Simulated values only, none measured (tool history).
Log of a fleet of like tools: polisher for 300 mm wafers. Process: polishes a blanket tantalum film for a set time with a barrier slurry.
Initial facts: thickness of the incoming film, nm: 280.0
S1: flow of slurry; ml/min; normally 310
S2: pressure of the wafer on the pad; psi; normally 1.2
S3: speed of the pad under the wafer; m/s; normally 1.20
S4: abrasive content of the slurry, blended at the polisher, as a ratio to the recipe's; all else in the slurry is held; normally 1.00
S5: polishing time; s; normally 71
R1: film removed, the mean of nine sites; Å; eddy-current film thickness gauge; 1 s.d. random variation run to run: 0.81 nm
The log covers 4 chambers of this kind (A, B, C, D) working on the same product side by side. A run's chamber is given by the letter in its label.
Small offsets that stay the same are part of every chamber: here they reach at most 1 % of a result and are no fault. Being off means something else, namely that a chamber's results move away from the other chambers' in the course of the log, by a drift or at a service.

run   hour   S1   S2    S3    S4  S5       R1
       3.0  -- chamber A: worn pad replaced by a new one
 1B    3.2  310  1.2  1.20  1.00  71  1032.50
 2C    7.1  310  1.2  1.20  1.00  71  1022.20
 3D   12.4  310  1.2  1.20  1.00  71  1041.10
 4A   18.0  310  1.2  1.20  1.00  71  1039.80
 5D   21.9  310  1.2  1.20  1.00  71  1028.80
 6B   24.8  310  1.2  1.20  0.85  71   978.96
 7A   30.0  310  1.2  1.20  0.85  71   983.66
      35.1  -- chamber B: slurry blender recalibrated
 8C   35.3  310  1.2  1.20  0.85  71   987.56
 9D   39.7  310  1.2  1.20  0.85  71   991.99
10A   42.7  310  1.2  1.20  1.00  71  1023.80
11B   46.9  310  1.2  1.20  1.00  71  1026.40
      47.6  -- chamber C: worn pad replaced by a new one
      48.8  -- chamber D: worn pad replaced by a new one
      50.7  -- chamber B: worn pad replaced by a new one
12C   51.1  310  1.2  1.20  1.00  71  1029.00
      51.5  -- chamber C: slurry blender recalibrated
13C   56.5  310  1.2  1.20  1.00  71  1031.70
14A   61.7  310  1.2  1.20  1.00  71  1043.80
15B   67.0  310  1.2  1.20  0.85  71   978.85
16D   70.2  310  1.2  1.20  0.85  71   979.31
      73.1  -- chamber B: slurry nozzle cleaned
17B   74.1  310  1.2  1.20  0.85  71   974.88
18A   77.5  310  1.2  1.20  0.85  71   978.82
19C   82.3  310  1.2  1.20  1.00  71  1024.10
      84.0  -- chamber A: slurry blender recalibrated
20D   85.3  310  1.2  1.20  1.00  71  1032.70
21B   88.5  310  1.2  1.20  1.00  71  1026.70
22A   91.9  310  1.2  1.20  1.00  71  1023.60
23D   95.0  310  1.2  1.20  1.00  71  1037.50
24C   97.5  310  1.2  1.20  1.00  71  1036.40
25D  101.8  310  1.2  1.20  0.85  71   974.28
     104.4  -- chamber A: worn pad replaced by a new one
     104.5  -- chamber B: worn pad replaced by a new one
26B  106.9  310  1.2  1.20  0.85  71   983.75
27A  110.2  310  1.2  1.20  0.85  71  1001.40
28C  115.1  310  1.2  1.20  0.85  71   982.18
29D  120.2  310  1.2  1.20  1.00  71  1041.00
30B  123.8  310  1.2  1.20  1.00  71  1008.10
31A  129.2  310  1.2  1.06  1.00  71   910.81

Each of the 4 chambers runs these same settings next. Fill in every chamber's results:
32A  133.4  310  1.2  1.20  0.75  71   ?
32B  133.4  310  1.2  1.20  0.75  71   ?
32C  133.4  310  1.2  1.20  0.75  71   ?
32D  133.4  310  1.2  1.20  0.75  71   ?

run      R1
32A  918.84
32B  937.44
32C  934.35
32D  940.98

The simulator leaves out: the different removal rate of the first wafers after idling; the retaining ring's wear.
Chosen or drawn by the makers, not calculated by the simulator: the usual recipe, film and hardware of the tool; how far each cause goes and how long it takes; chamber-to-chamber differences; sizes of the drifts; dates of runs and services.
